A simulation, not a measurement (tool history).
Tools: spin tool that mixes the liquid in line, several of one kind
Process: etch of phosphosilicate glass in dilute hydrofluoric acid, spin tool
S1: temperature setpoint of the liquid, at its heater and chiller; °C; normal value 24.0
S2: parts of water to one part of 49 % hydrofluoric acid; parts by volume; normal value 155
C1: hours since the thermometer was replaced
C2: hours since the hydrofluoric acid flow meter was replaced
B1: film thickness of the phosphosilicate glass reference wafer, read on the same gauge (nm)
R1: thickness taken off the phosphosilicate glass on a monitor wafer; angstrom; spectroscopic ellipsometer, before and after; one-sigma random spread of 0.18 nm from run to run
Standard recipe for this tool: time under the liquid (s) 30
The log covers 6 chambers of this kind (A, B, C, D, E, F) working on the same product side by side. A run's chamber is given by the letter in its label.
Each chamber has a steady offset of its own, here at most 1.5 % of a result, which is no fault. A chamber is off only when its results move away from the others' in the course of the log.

{"run": "1D", "hour": 7.4, "S1": 24.0, "S2": 155, "time under the liquid (s)": 30, "C1": 284.9, "C2": 768.0, "B1": 60.0, "R1": 285.1}
{"run": "2C", "hour": 17.9, "S1": 24.0, "S2": 155, "time under the liquid (s)": 30, "C1": 1192.9, "C2": 965.2, "B1": 59.969, "R1": 284.07}
{"run": "3A", "hour": 30.1, "S1": 24.0, "S2": 155, "time under the liquid (s)": 30, "C1": 245.6, "C2": 1905.2, "B1": 60.026, "R1": 285.22}
{"run": "4B", "hour": 42.0, "S1": 24.0, "S2": 155, "time under the liquid (s)": 30, "C1": 2061.1, "C2": 1200.0, "B1": 60.002, "R1": 291.49}
{"run": "5E", "hour": 50.7, "S1": 24.0, "S2": 155, "time under the liquid (s)": 30, "C1": 465.6, "C2": 258.0, "B1": 59.975, "R1": 289.46}
{"hour": 51.1, "done": "chamber A: hydrofluoric acid flow meter replaced"}
{"run": "6F", "hour": 58.2, "S1": 24.0, "S2": 155, "time under the liquid (s)": 30, "C1": 623.6, "C2": 1436.5, "B1": 59.987, "R1": 287.16}
{"run": "7D", "hour": 66.8, "S1": 24.0, "S2": 155, "time under the liquid (s)": 30, "C1": 344.3, "C2": 827.4, "B1": 59.976, "R1": 288.88}
{"run": "8F", "hour": 77.8, "S1": 24.0, "S2": 155, "time under the liquid (s)": 30, "C1": 643.2, "C2": 1456.1, "B1": 60.018, "R1": 284.69}
{"run": "9A", "hour": 90.1, "S1": 24.0, "S2": 155, "time under the liquid (s)": 30, "C1": 305.6, "C2": 39.1, "B1": 60.042, "R1": 287.07}
{"run": "10B", "hour": 102.0, "S1": 24.0, "S2": 155, "time under the liquid (s)": 30, "C1": 2121.1, "C2": 1260.0, "B1": 59.974, "R1": 293.84}
{"hour": 106.5, "done": "chamber B: thermometer replaced"}
{"run": "11C", "hour": 108.4, "S1": 24.0, "S2": 110, "time under the liquid (s)": 30, "C1": 1283.4, "C2": 1055.7, "B1": 60.016, "R1": 424.07}
{"run": "12E", "hour": 118.4, "S1": 24.0, "S2": 110, "time under the liquid (s)": 30, "C1": 533.3, "C2": 325.7, "B1": 60.034, "R1": 427.56}
{"run": "13A", "hour": 128.3, "S1": 24.0, "S2": 110, "time under the liquid (s)": 30, "C1": 343.8, "C2": 77.3, "B1": 60.003, "R1": 421.64}
{"run": "14D", "hour": 135.5, "S1": 24.0, "S2": 110, "time under the liquid (s)": 30, "C1": 413.0, "C2": 896.1, "B1": 59.981, "R1": 428.71}
{"run": "15E", "hour": 144.2, "S1": 24.0, "S2": 110, "time under the liquid (s)": 30, "C1": 559.1, "C2": 351.5, "B1": 59.978, "R1": 434.02}
{"run": "16F", "hour": 154.6, "S1": 24.0, "S2": 110, "time under the liquid (s)": 30, "C1": 720.0, "C2": 1532.9, "B1": 60.007, "R1": 427.3}
{"run": "17C", "hour": 162.0, "S1": 24.0, "S2": 155, "time under the liquid (s)": 30, "C1": 1337.0, "C2": 1109.3, "B1": 60.018, "R1": 286.51}
{"run": "18B", "hour": 173.4, "S1": 24.0, "S2": 155, "time under the liquid (s)": 30, "C1": 67.0, "C2": 1331.4, "B1": 59.992, "R1": 291.46}
{"run": "19F", "hour": 184.5, "S1": 24.0, "S2": 155, "time under the liquid (s)": 30, "C1": 749.9, "C2": 1562.8, "B1": 59.998, "R1": 287.0}
{"run": "20D", "hour": 194.6, "S1": 24.0, "S2": 155, "time under the liquid (s)": 30, "C1": 472.1, "C2": 955.2, "B1": 60.007, "R1": 288.39}
{"run": "21B", "hour": 203.6, "S1": 24.0, "S2": 155, "time under the liquid (s)": 30, "C1": 97.2, "C2": 1361.6, "B1": 59.98, "R1": 289.97}
{"run": "22C", "hour": 215.4, "S1": 24.0, "S2": 155, "time under the liquid (s)": 30, "C1": 1390.4, "C2": 1162.7, "B1": 59.998, "R1": 286.47}
{"run": "23A", "hour": 226.2, "S1": 24.0, "S2": 155, "time under the liquid (s)": 30, "C1": 441.7, "C2": 175.2, "B1": 59.977, "R1": 286.99}
{"run": "24E", "hour": 232.0, "S1": 24.0, "S2": 155, "time under the liquid (s)": 30, "C1": 646.9, "C2": 439.3, "B1": 59.983, "R1": 288.36}
{"run": "25C", "hour": 242.4, "S1": 24.0, "S2": 155, "time under the liquid (s)": 30, "C1": 1417.4, "C2": 1189.7, "B1": 59.996, "R1": 285.4}
{"run": "26A", "hour": 250.4, "S1": 24.0, "S2": 155, "time under the liquid (s)": 30, "C1": 465.9, "C2": 199.4, "B1": 59.99, "R1": 285.63}
{"run": "27B", "hour": 261.2, "S1": 24.0, "S2": 155, "time under the liquid (s)": 30, "C1": 154.8, "C2": 1419.2, "B1": 60.008, "R1": 290.03}
{"run": "28F", "hour": 267.5, "S1": 21.5, "S2": 120, "time under the liquid (s)": 30, "C1": 832.9, "C2": 1645.8, "B1": 59.97, "R1": 351.81}
{"run": "29D", "hour": 279.8, "S1": 21.5, "S2": 120, "time under the liquid (s)": 30, "C1": 557.3, "C2": 1040.4, "B1": 60.004, "R1": 349.48}
{"run": "30E", "hour": 286.2, "S1": 21.5, "S2": 120, "time under the liquid (s)": 30, "C1": 701.1, "C2": 493.5, "B1": 60.009, "R1": 354.32}
{"run": "31C", "hour": 296.3, "S1": 21.5, "S2": 120, "time under the liquid (s)": 30, "C1": 1471.3, "C2": 1243.6, "B1": 60.028, "R1": 354.2}
{"run": "32F", "hour": 308.4, "S1": 21.5, "S2": 120, "time under the liquid (s)": 30, "C1": 873.8, "C2": 1686.7, "B1": 60.019, "R1": 350.53}
{"run": "33D", "hour": 314.9, "S1": 21.5, "S2": 120, "time under the liquid (s)": 30, "C1": 592.4, "C2": 1075.5, "B1": 59.991, "R1": 349.73}
{"run": "34E", "hour": 322.7, "S1": 24.0, "S2": 155, "time under the liquid (s)": 30, "C1": 737.6, "C2": 530.0, "B1": 59.992, "R1": 287.73}
{"run": "35A", "hour": 330.6, "S1": 24.0, "S2": 155, "time under the liquid (s)": 30, "C1": 546.1, "C2": 279.6, "B1": 59.975, "R1": 285.83}
{"run": "36B", "hour": 337.8, "S1": 24.0, "S2": 155, "time under the liquid (s)": 30, "C1": 231.4, "C2": 1495.8, "B1": 59.994, "R1": 292.29}
{"run": "37C", "hour": 348.1, "S1": 24.0, "S2": 155, "time under the liquid (s)": 30, "C1": 1523.1, "C2": 1295.4, "B1": 60.016, "R1": 286.96}
{"run": "38E", "hour": 359.8, "S1": 24.0, "S2": 155, "time under the liquid (s)": 30, "C1": 774.7, "C2": 567.1, "B1": 59.989, "R1": 289.4}

Predict what each chamber gives when all 6 of them run the settings below next.
{"run": "39A", "hour": 369.0, "S1": 24.0, "S2": 155, "time under the liquid (s)": 45, "R1": "?"}
{"run": "39B", "hour": 369.0, "S1": 24.0, "S2": 155, "time under the liquid (s)": 45, "R1": "?"}
{"run": "39C", "hour": 369.0, "S1": 24.0, "S2": 155, "time under the liquid (s)": 45, "R1": "?"}
{"run": "39D", "hour": 369.0, "S1": 24.0, "S2": 155, "time under the liquid (s)": 45, "R1": "?"}
{"run": "39E", "hour": 369.0, "S1": 24.0, "S2": 155, "time under the liquid (s)": 45, "R1": "?"}
{"run": "39F", "hour": 369.0, "S1": 24.0, "S2": 155, "time under the liquid (s)": 45, "R1": "?"}

run=39A R1=432.41
run=39B R1=432.48
run=39C R1=428.89
run=39D R1=432.64
run=39E R1=432.92
run=39F R1=429.22
